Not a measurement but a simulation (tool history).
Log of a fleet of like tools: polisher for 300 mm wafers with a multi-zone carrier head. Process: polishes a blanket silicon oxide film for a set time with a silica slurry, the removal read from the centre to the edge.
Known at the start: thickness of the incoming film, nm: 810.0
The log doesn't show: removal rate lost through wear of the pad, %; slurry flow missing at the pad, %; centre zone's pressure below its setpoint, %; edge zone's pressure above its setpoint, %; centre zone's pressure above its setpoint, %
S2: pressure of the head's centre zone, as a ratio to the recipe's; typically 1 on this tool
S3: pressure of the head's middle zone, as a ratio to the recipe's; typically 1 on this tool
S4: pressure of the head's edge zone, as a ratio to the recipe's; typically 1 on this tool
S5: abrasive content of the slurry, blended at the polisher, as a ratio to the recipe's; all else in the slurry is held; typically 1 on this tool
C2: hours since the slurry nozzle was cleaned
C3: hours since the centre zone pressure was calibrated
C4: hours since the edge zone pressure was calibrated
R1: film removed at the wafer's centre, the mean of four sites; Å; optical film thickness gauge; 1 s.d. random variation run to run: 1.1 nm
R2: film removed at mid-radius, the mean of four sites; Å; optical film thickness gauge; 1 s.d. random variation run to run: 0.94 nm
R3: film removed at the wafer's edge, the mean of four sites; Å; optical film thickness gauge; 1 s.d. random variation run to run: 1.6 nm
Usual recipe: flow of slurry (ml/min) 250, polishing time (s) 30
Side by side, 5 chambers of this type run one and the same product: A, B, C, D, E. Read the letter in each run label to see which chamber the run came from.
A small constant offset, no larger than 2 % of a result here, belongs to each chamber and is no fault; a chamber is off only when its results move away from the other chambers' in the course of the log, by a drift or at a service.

run 1D hour=3.1 | flow_of_slurry_(ml/min)=250 S2=1 S3=1 S4=1 S5=1 polishing_time_(s)=30 | wafers_polished_on_this_pad=1087 C2=149.4 C3=171.7 C4=444.1 | R1=1273.5 R2=1267.5 R3=1251.7
run 2A hour=7.1 | flow_of_slurry_(ml/min)=250 S2=1 S3=1 S4=1 S5=1 polishing_time_(s)=30 | wafers_polished_on_this_pad=156 C2=650.8 C3=662.5 C4=368.2 | R1=1253.5 R2=1265.5 R3=1262.7
run 3E hour=11.2 | flow_of_slurry_(ml/min)=250 S2=1 S3=1 S4=1 S5=1 polishing_time_(s)=30 | wafers_polished_on_this_pad=178 C2=112 C3=396.8 C4=337.2 | R1=1306.6 R2=1254 R3=1245.8
run 4C hour=14.3 | flow_of_slurry_(ml/min)=250 S2=1 S3=1 S4=1 S5=1 polishing_time_(s)=30 | wafers_polished_on_this_pad=356 C2=319.4 C3=704.4 C4=271.3 | R1=1282.8 R2=1258.6 R3=1246.8
run 5B hour=18.9 | flow_of_slurry_(ml/min)=250 S2=1 S3=1 S4=1 S5=1 polishing_time_(s)=30 | wafers_polished_on_this_pad=936 C2=61 C3=472.9 C4=223.5 | R1=1272.1 R2=1253.4 R3=1260
run 6E hour=22.2 | flow_of_slurry_(ml/min)=250 S2=1 S3=1 S4=1 S5=1 polishing_time_(s)=30 | wafers_polished_on_this_pad=340 C2=123 C3=407.8 C4=348.2 | R1=1287.4 R2=1260.7 R3=1243.2
-- hour=22.6 chamber B: worn pad replaced by a new one
run 7B hour=24.5 | flow_of_slurry_(ml/min)=250 S2=1 S3=1 S4=0.94 S5=1.25 polishing_time_(s)=30 | wafers_polished_on_this_pad=28 C2=66.6 C3=478.5 C4=229.1 | R1=1396.9 R2=1381.1 R3=1322.6
run 8D hour=27.1 | flow_of_slurry_(ml/min)=250 S2=1 S3=1 S4=0.94 S5=1.25 polishing_time_(s)=30 | wafers_polished_on_this_pad=1441 C2=173.4 C3=195.7 C4=468.1 | R1=1397.3 R2=1417.7 R3=1344.5
run 9C hour=31.6 | flow_of_slurry_(ml/min)=250 S2=1 S3=1 S4=0.94 S5=1.25 polishing_time_(s)=30 | wafers_polished_on_this_pad=612 C2=336.7 C3=721.7 C4=288.6 | R1=1427 R2=1378.8 R3=1351.9
-- hour=32.6 chamber D: worn pad replaced by a new one
run 10A hour=34.3 | flow_of_slurry_(ml/min)=250 S2=1 S3=1 S4=0.94 S5=1.25 polishing_time_(s)=30 | wafers_polished_on_this_pad=558 C2=678 C3=689.7 C4=395.4 | R1=1366.3 R2=1408.7 R3=1347.4
run 11E hour=39.5 | flow_of_slurry_(ml/min)=250 S2=1 S3=1 S4=0.94 S5=1.25 polishing_time_(s)=30 | wafers_polished_on_this_pad=596 C2=140.3 C3=425.1 C4=365.5 | R1=1433.2 R2=1378.7 R3=1347.3
-- hour=41.3 chamber E: worn pad replaced by a new one
-- hour=42.4 chamber C: worn pad replaced by a new one
run 12C hour=42.4 | flow_of_slurry_(ml/min)=250 S2=1 S3=1 S4=1 S5=1 polishing_time_(s)=30 | wafers_polished_on_this_pad=0 C2=347.5 C3=732.5 C4=299.4 | R1=1262.8 R2=1269.2 R3=1237.7
run 13A hour=44.9 | flow_of_slurry_(ml/min)=250 S2=1 S3=1 S4=1 S5=1 polishing_time_(s)=30 | wafers_polished_on_this_pad=715 C2=688.6 C3=700.3 C4=406 | R1=1258.1 R2=1281.8 R3=1250.9
run 14B hour=49.9 | flow_of_slurry_(ml/min)=250 S2=0.95 S3=1 S4=1 S5=1 polishing_time_(s)=30 | wafers_polished_on_this_pad=403 C2=92 C3=503.9 C4=254.5 | R1=1188.6 R2=1265.5 R3=1250.7
run 15D hour=54.9 | flow_of_slurry_(ml/min)=250 S2=0.95 S3=1 S4=1 S5=1 polishing_time_(s)=30 | wafers_polished_on_this_pad=329 C2=201.2 C3=223.5 C4=495.9 | R1=1199 R2=1283.9 R3=1262.2
run 16B hour=59.6 | flow_of_slurry_(ml/min)=250 S2=0.95 S3=1 S4=1 S5=1 polishing_time_(s)=30 | wafers_polished_on_this_pad=546 C2=101.7 C3=513.6 C4=264.2 | R1=1217.6 R2=1260.1 R3=1265.6
run 17E hour=64.5 | flow_of_slurry_(ml/min)=250 S2=0.95 S3=1 S4=1 S5=1 polishing_time_(s)=30 | wafers_polished_on_this_pad=342 C2=165.3 C3=450.1 C4=390.5 | R1=1233.5 R2=1240.5 R3=1242.8
-- hour=68.3 chamber A: worn pad replaced by a new one
run 18A hour=68.9 | flow_of_slurry_(ml/min)=250 S2=0.95 S3=1 S4=1 S5=1 polishing_time_(s)=30 | wafers_polished_on_this_pad=10 C2=712.6 C3=724.3 C4=430 | R1=1179.8 R2=1291.5 R3=1275.7
run 19D hour=73.6 | flow_of_slurry_(ml/min)=250 S2=1 S3=1 S4=1 S5=1 polishing_time_(s)=30 | wafers_polished_on_this_pad=606 C2=219.9 C3=242.2 C4=514.6 | R1=1278.5 R2=1290.2 R3=1262.2
-- hour=75.3 chamber E: centre zone pressure recalibrated
run 20C hour=77.8 | flow_of_slurry_(ml/min)=250 S2=1 S3=1 S4=1 S5=1 polishing_time_(s)=30 | wafers_polished_on_this_pad=523 C2=382.9 C3=767.9 C4=334.8 | R1=1276.3 R2=1270.9 R3=1244.8
-- hour=80 chamber B: worn pad replaced by a new one
-- hour=80.1 chamber E: worn pad replaced by a new one
run 21D hour=80.2 | flow_of_slurry_(ml/min)=250 S2=1 S3=1 S4=1 S5=1 polishing_time_(s)=30 | wafers_polished_on_this_pad=703 C2=226.5 C3=248.8 C4=521.2 | R1=1244.3 R2=1255.8 R3=1252.2
run 22C hour=83.6 | flow_of_slurry_(ml/min)=250 S2=1 S3=1 S4=1 S5=1.15 polishing_time_(s)=30 | wafers_polished_on_this_pad=608 C2=388.7 C3=773.7 C4=340.6 | R1=1365.7 R2=1341.8 R3=1336.5
-- hour=86.9 chamber A: slurry nozzle cleaned
-- hour=87.5 chamber C: worn pad replaced by a new one
run 23B hour=87.5 | flow_of_slurry_(ml/min)=250 S2=1 S3=1 S4=1 S5=1.15 polishing_time_(s)=30 | wafers_polished_on_this_pad=111 C2=129.6 C3=541.5 C4=292.1 | R1=1372 R2=1324.9 R3=1325.8
run 24A hour=89.8 | flow_of_slurry_(ml/min)=250 S2=1 S3=1 S4=1 S5=1.15 polishing_time_(s)=30 | wafers_polished_on_this_pad=319 C2=2.9 C3=745.2 C4=450.9 | R1=1362 R2=1355.5 R3=1374.5
run 25E hour=94.1 | flow_of_slurry_(ml/min)=250 S2=1 S3=1 S4=1 S5=1.15 polishing_time_(s)=30 | wafers_polished_on_this_pad=208 C2=194.9 C3=18.9 C4=420.1 | R1=1342.6 R2=1324 R3=1333.9
run 26D hour=98.8 | flow_of_slurry_(ml/min)=250 S2=1 S3=1 S4=1 S5=1.15 polishing_time_(s)=30 | wafers_polished_on_this_pad=978 C2=245.1 C3=267.4 C4=539.8 | R1=1345.2 R2=1352.6 R3=1338.7
-- hour=101 chamber C: slurry nozzle cleaned
run 27E hour=103.6 | flow_of_slurry_(ml/min)=250 S2=1 S3=1.09 S4=1 S5=1 polishing_time_(s)=30 | wafers_polished_on_this_pad=348 C2=204.4 C3=28.4 C4=429.6 | R1=1286.8 R2=1359 R3=1272.9
run 28B hour=106.8 | flow_of_slurry_(ml/min)=250 S2=1 S3=1.09 S4=1 S5=1 polishing_time_(s)=30 | wafers_polished_on_this_pad=396 C2=148.9 C3=560.8 C4=311.4 | R1=1270.3 R2=1353.9 R3=1251.5
run 29A hour=111.2 | flow_of_slurry_(ml/min)=250 S2=1 S3=1.09 S4=1 S5=1 polishing_time_(s)=30 | wafers_polished_on_this_pad=635 C2=24.3 C3=766.6 C4=472.3 | R1=1258.3 R2=1384.9 R3=1291.6
run 30C hour=113.4 | flow_of_slurry_(ml/min)=250 S2=1 S3=1.09 S4=1 S5=1 polishing_time_(s)=30 | wafers_polished_on_this_pad=382 C2=12.5 C3=803.5 C4=370.4 | R1=1278.3 R2=1359 R3=1246.1
run 31C hour=116.1 | flow_of_slurry_(ml/min)=250 S2=1 S3=1.09 S4=1 S5=1 polishing_time_(s)=30 | wafers_polished_on_this_pad=422 C2=15.2 C3=806.2 C4=373.1 | R1=1265.3 R2=1376.6 R3=1239.3
-- hour=116.6 chamber E: worn pad replaced by a new one
run 32B hour=120.3 | flow_of_slurry_(ml/min)=250 S2=1 S3=1 S4=1 S5=1 polishing_time_(s)=30 | wafers_polished_on_this_pad=595 C2=162.4 C3=574.3 C4=324.9 | R1=1260.7 R2=1249 R3=1236.6
run 33E hour=124.5 | flow_of_slurry_(ml/min)=250 S2=1 S3=1 S4=1 S5=1 polishing_time_(s)=30 | wafers_polished_on_this_pad=117 C2=225.3 C3=49.3 C4=450.5 | R1=1296.4 R2=1245.2 R3=1235.6
-- hour=126.8 chamber D: worn pad replaced by a new one
run 34A hour=128.5 | flow_of_slurry_(ml/min)=250 S2=1 S3=1 S4=1 S5=1 polishing_time_(s)=30 | wafers_polished_on_this_pad=890 C2=41.6 C3=783.9 C4=489.6 | R1=1262.3 R2=1273.2 R3=1268.4
run 35D hour=132.1 | flow_of_slurry_(ml/min)=325 S2=1 S3=1 S4=1 S5=1 polishing_time_(s)=30 | wafers_polished_on_this_pad=79 C2=278.4 C3=300.7 C4=573.1 | R1=1293.4 R2=1310.9 R3=1268.3
run 36A hour=136.8 | flow_of_slurry_(ml/min)=325 S2=1 S3=1 S4=1 S5=1 polishing_time_(s)=30 | wafers_polished_on_this_pad=1013 C2=49.9 C3=792.2 C4=497.9 | R1=1302.5 R2=1309.2 R3=1310.4
run 37C hour=140.2 | flow_of_slurry_(ml/min)=325 S2=1 S3=1 S4=1 S5=1 polishing_time_(s)=30 | wafers_polished_on_this_pad=778 C2=39.3 C3=830.3 C4=397.2 | R1=1315.9 R2=1298 R3=1283.2

Next, all 5 chambers run the settings below, one line each with question marks for the results. What does each chamber give?
run 38A hour=143.9 | flow_of_slurry_(ml/min)=250 S2=0.92 S3=1 S4=1 S5=1 polishing_time_(s)=30 | R1=? R2=? R3=?
run 38B hour=143.9 | flow_of_slurry_(ml/min)=250 S2=0.92 S3=1 S4=1 S5=1 polishing_time_(s)=30 | R1=? R2=? R3=?
run 38C hour=143.9 | flow_of_slurry_(ml/min)=250 S2=0.92 S3=1 S4=1 S5=1 polishing_time_(s)=30 | R1=? R2=? R3=?
run 38D hour=143.9 | flow_of_slurry_(ml/min)=250 S2=0.92 S3=1 S4=1 S5=1 polishing_time_(s)=30 | R1=? R2=? R3=?
run 38E hour=143.9 | flow_of_slurry_(ml/min)=250 S2=0.92 S3=1 S4=1 S5=1 polishing_time_(s)=30 | R1=? R2=? R3=?

run=38A R1=1154.5 R2=1281.9 R3=1268.2
run=38B R1=1149 R2=1249.9 R3=1263.5
run=38C R1=1160.9 R2=1273.9 R3=1267.3
run=38D R1=1172.5 R2=1273 R3=1250.9
run=38E R1=1154.1 R2=1250.1 R3=1259.8
